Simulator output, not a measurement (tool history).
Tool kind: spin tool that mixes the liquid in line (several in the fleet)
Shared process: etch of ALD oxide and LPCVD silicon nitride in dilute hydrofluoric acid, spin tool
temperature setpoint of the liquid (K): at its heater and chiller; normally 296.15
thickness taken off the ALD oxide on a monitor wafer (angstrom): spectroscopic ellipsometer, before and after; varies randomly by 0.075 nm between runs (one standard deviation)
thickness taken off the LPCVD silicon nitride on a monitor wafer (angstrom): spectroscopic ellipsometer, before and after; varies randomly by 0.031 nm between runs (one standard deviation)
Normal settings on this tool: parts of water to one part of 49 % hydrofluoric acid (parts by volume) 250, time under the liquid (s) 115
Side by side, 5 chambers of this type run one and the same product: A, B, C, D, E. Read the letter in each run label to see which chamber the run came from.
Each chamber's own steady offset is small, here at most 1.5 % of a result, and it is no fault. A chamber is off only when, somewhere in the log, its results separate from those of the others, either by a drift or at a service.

run,hour,temperature setpoint of the liquid (K),parts of water to one part of 49 % hydrofluoric acid (parts by volume),time under the liquid (s),"read-back film thickness of the ALD oxide reference wafer, read on the same gauge (nm)","read-back film thickness of the LPCVD silicon nitride reference wafer, read on the same gauge (nm)",thickness taken off the ALD oxide on a monitor wafer (angstrom),thickness taken off the LPCVD silicon nitride on a monitor wafer (angstrom)
1D,9.2,296.15,250,115,110,109.98,78.223,2.236
2B,16.1,296.15,250,115,110.01,109.99,76.685,2.053
3E,21.1,296.15,250,115,109.99,109.99,78.235,1.9224
4A,32.1,296.15,250,115,110.02,109.96,77.744,1.7733
5C,42.2,296.15,250,115,109.98,109.97,78.443,2.2634
6C,53.3,296.15,250,115,110.03,110.01,78.011,1.7742
7A,60.9,296.15,250,115,110,109.99,77.049,2.3372
8B,66.2,296.15,250,115,109.98,110.01,77.553,1.8128
9E,74.4,296.15,250,115,110,110.03,77.491,1.62
10D,84.8,296.15,250,115,110.01,110,78.679,2.0553
11D,92.8,296.15,250,115,109.99,110.01,77.031,1.8502
12C,101,296.15,250,115,110.01,110,79.064,2.1178
13E,110.5,296.15,250,115,109.99,109.93,76.892,2.303
14B,119,296.15,250,115,109.99,110.01,76.735,2.4134
15A,130.1,296.15,250,115,109.97,109.99,76.714,2.0709
16A,138.5,296.15,250,115,109.97,109.97,77.08,1.961
17D,147.9,296.15,250,115,110.02,109.99,78.611,1.9525
18E,154.7,296.15,250,115,110,110.02,77.256,2.0815
19B,160.4,296.15,250,115,110,110.02,77.544,1.8119
20C,169.8,300.65,250,115,109.99,110.01,92.805,3.4064
21D,179.6,300.65,250,115,109.99,110.01,89.908,3.145
22A,185.7,300.65,250,115,109.99,110.01,91.182,2.4325
23B,195,300.65,250,115,109.98,110.01,90.339,2.4698
24C,200.8,300.65,250,115,110,110.04,92.044,2.8483
25E,211.4,296.15,150,140,109.97,110.03,176.09,4.5988
26D,218.8,296.15,150,140,109.98,110.02,170.98,4.1573
27A,225.5,296.15,150,140,110,109.98,175.13,5.1648
28E,235.2,296.15,150,140,110,110.04,175.07,3.6612
29C,245.1,296.15,150,140,109.99,109.98,176.28,3.7511
30B,253.7,296.15,250,115,109.98,110.02,77.411,2.1957
31E,259.5,296.15,250,115,109.99,109.99,76.801,1.8895
32D,270.9,296.15,250,115,110.02,110.01,72.772,1.7463
33B,277.1,296.15,250,115,109.99,109.99,76.653,1.8986
34A,284.1,296.15,250,115,110,109.97,76.416,1.5711
35C,291,296.15,250,115,109.98,109.95,78.107,2.4374
36A,297.4,296.15,250,115,110,110.04,77.545,1.9815
37C,305,296.15,250,115,110.03,109.95,77.481,1.8681
38D,316.5,296.15,250,115,110,109.96,70.856,1.8959
39B,324.6,296.15,250,115,110,110.01,76.984,1.6845
40E,334.2,296.15,250,115,110.01,109.98,77.181,2.4137

Predict what each chamber gives when all 5 of them run the settings below next.
41A,342.4,296.15,360,115,,,?,?
41B,342.4,296.15,360,115,,,?,?
41C,342.4,296.15,360,115,,,?,?
41D,342.4,296.15,360,115,,,?,?
41E,342.4,296.15,360,115,,,?,?

run,thickness taken off the ALD oxide on a monitor wafer (angstrom),thickness taken off the LPCVD silicon nitride on a monitor wafer (angstrom)
41A,47.765,1.7975
41B,48.66,1.93
41C,48.042,1.4736
41D,42.64,1.3531
41E,48.295,1.5555

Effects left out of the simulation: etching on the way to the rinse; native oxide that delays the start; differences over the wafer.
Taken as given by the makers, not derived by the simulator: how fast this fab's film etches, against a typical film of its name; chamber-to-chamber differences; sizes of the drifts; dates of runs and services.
